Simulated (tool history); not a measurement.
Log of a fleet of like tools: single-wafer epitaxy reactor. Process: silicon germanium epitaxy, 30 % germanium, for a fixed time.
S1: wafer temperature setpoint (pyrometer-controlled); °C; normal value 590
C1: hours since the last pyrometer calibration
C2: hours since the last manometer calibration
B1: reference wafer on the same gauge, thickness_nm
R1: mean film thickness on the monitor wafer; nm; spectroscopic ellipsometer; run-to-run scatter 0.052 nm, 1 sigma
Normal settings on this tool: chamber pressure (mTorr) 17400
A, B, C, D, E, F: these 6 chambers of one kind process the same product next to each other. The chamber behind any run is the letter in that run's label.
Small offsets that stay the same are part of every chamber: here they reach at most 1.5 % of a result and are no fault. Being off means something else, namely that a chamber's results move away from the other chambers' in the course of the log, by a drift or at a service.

run 1F hour=6.7 | S1=590 chamber_pressure_(mTorr)=17400 | C1=575.6 C2=677.3 | B1=43.709 | R1=46.531
-- hour=11.9 chamber B: capacitance manometer re-zeroed and calibrated
run 2E hour=18.1 | S1=590 chamber_pressure_(mTorr)=17400 | C1=64.3 C2=412.6 | B1=43.697 | R1=46.590
run 3D hour=26.3 | S1=590 chamber_pressure_(mTorr)=17400 | C1=551.8 C2=1428.2 | B1=43.695 | R1=46.424
run 4B hour=40.0 | S1=590 chamber_pressure_(mTorr)=17400 | C1=1940.4 C2=28.1 | B1=43.669 | R1=46.241
run 5A hour=48.3 | S1=590 chamber_pressure_(mTorr)=17400 | C1=665.3 C2=336.5 | B1=43.679 | R1=45.711
run 6C hour=57.6 | S1=590 chamber_pressure_(mTorr)=19500 | C1=455.9 C2=1305.5 | B1=43.671 | R1=48.306
run 7B hour=67.9 | S1=590 chamber_pressure_(mTorr)=19500 | C1=1968.3 C2=56.0 | B1=43.680 | R1=48.361
run 8E hour=78.3 | S1=590 chamber_pressure_(mTorr)=19500 | C1=124.5 C2=472.8 | B1=43.653 | R1=48.776
run 9C hour=90.8 | S1=590 chamber_pressure_(mTorr)=19500 | C1=489.1 C2=1338.7 | B1=43.666 | R1=48.259
run 10F hour=104.0 | S1=590 chamber_pressure_(mTorr)=19500 | C1=672.9 C2=774.6 | B1=43.663 | R1=48.704
run 11A hour=119.1 | S1=590 chamber_pressure_(mTorr)=19500 | C1=736.1 C2=407.3 | B1=43.650 | R1=47.763
run 12D hour=126.2 | S1=575 chamber_pressure_(mTorr)=19200 | C1=651.7 C2=1528.1 | B1=43.648 | R1=36.122
run 13A hour=138.5 | S1=575 chamber_pressure_(mTorr)=19200 | C1=755.5 C2=426.7 | B1=43.630 | R1=35.756
run 14F hour=149.1 | S1=575 chamber_pressure_(mTorr)=19200 | C1=718.0 C2=819.7 | B1=43.644 | R1=36.300
run 15C hour=163.3 | S1=575 chamber_pressure_(mTorr)=19200 | C1=561.6 C2=1411.2 | B1=43.631 | R1=36.248
run 16B hour=175.2 | S1=575 chamber_pressure_(mTorr)=19200 | C1=2075.6 C2=163.3 | B1=43.619 | R1=35.971
run 17E hour=182.0 | S1=575 chamber_pressure_(mTorr)=19200 | C1=228.2 C2=576.5 | B1=43.616 | R1=36.450
run 18D hour=195.2 | S1=590 chamber_pressure_(mTorr)=17400 | C1=720.7 C2=1597.1 | B1=43.607 | R1=46.356
run 19F hour=205.2 | S1=590 chamber_pressure_(mTorr)=17400 | C1=774.1 C2=875.8 | B1=43.595 | R1=46.451
run 20C hour=213.4 | S1=583 chamber_pressure_(mTorr)=14400 | C1=611.7 C2=1461.3 | B1=43.589 | R1=37.600
run 21B hour=220.1 | S1=583 chamber_pressure_(mTorr)=14400 | C1=2120.5 C2=208.2 | B1=43.598 | R1=37.450
-- hour=231.4 chamber F: pyrometer calibrated
run 22A hour=233.5 | S1=583 chamber_pressure_(mTorr)=14400 | C1=850.5 C2=521.7 | B1=43.602 | R1=37.219
run 23E hour=245.8 | S1=583 chamber_pressure_(mTorr)=14400 | C1=292.0 C2=640.3 | B1=43.596 | R1=37.740
run 24D hour=260.2 | S1=583 chamber_pressure_(mTorr)=14400 | C1=785.7 C2=1662.1 | B1=43.574 | R1=37.535
run 25A hour=271.9 | S1=583 chamber_pressure_(mTorr)=14400 | C1=888.9 C2=560.1 | B1=43.561 | R1=37.270
run 26D hour=279.1 | S1=590 chamber_pressure_(mTorr)=17400 | C1=804.6 C2=1681.0 | B1=43.585 | R1=46.245
run 27E hour=291.9 | S1=601 chamber_pressure_(mTorr)=17400 | C1=338.1 C2=686.4 | B1=43.574 | R1=56.645
run 28C hour=301.3 | S1=601 chamber_pressure_(mTorr)=17400 | C1=699.6 C2=1549.2 | B1=43.560 | R1=56.267
run 29F hour=315.9 | S1=601 chamber_pressure_(mTorr)=17400 | C1=84.6 C2=986.5 | B1=43.542 | R1=56.781
run 30B hour=323.8 | S1=601 chamber_pressure_(mTorr)=17400 | C1=2224.2 C2=311.9 | B1=43.547 | R1=56.620
run 31C hour=333.8 | S1=601 chamber_pressure_(mTorr)=17400 | C1=732.1 C2=1581.7 | B1=43.546 | R1=56.225
run 32E hour=341.9 | S1=601 chamber_pressure_(mTorr)=17400 | C1=388.1 C2=736.4 | B1=43.536 | R1=56.511
run 33B hour=354.9 | S1=590 chamber_pressure_(mTorr)=17400 | C1=2255.3 C2=343.0 | B1=43.527 | R1=46.051
run 34A hour=365.9 | S1=590 chamber_pressure_(mTorr)=17400 | C1=982.9 C2=654.1 | B1=43.532 | R1=45.517
run 35D hour=380.3 | S1=590 chamber_pressure_(mTorr)=17400 | C1=905.8 C2=1782.2 | B1=43.515 | R1=46.240
run 36F hour=388.7 | S1=590 chamber_pressure_(mTorr)=17400 | C1=157.4 C2=1059.3 | B1=43.520 | R1=46.273
run 37A hour=395.7 | S1=590 chamber_pressure_(mTorr)=17400 | C1=1012.7 C2=683.9 | B1=43.504 | R1=45.593
run 38B hour=409.1 | S1=590 chamber_pressure_(mTorr)=17400 | C1=2309.5 C2=397.2 | B1=43.505 | R1=46.005
run 39C hour=420.4 | S1=583 chamber_pressure_(mTorr)=20200 | C1=818.7 C2=1668.3 | B1=43.498 | R1=42.932

Next, all 6 chambers run the settings below, one line each with question marks for the results. What does each chamber give?
run 40A hour=431.2 | S1=590 chamber_pressure_(mTorr)=17400 | R1=?
run 40B hour=431.2 | S1=590 chamber_pressure_(mTorr)=17400 | R1=?
run 40C hour=431.2 | S1=590 chamber_pressure_(mTorr)=17400 | R1=?
run 40D hour=431.2 | S1=590 chamber_pressure_(mTorr)=17400 | R1=?
run 40E hour=431.2 | S1=590 chamber_pressure_(mTorr)=17400 | R1=?
run 40F hour=431.2 | S1=590 chamber_pressure_(mTorr)=17400 | R1=?

run=40A R1=45.517
run=40B R1=45.976
run=40C R1=45.967
run=40D R1=46.235
run=40E R1=46.350
run=40F R1=46.312
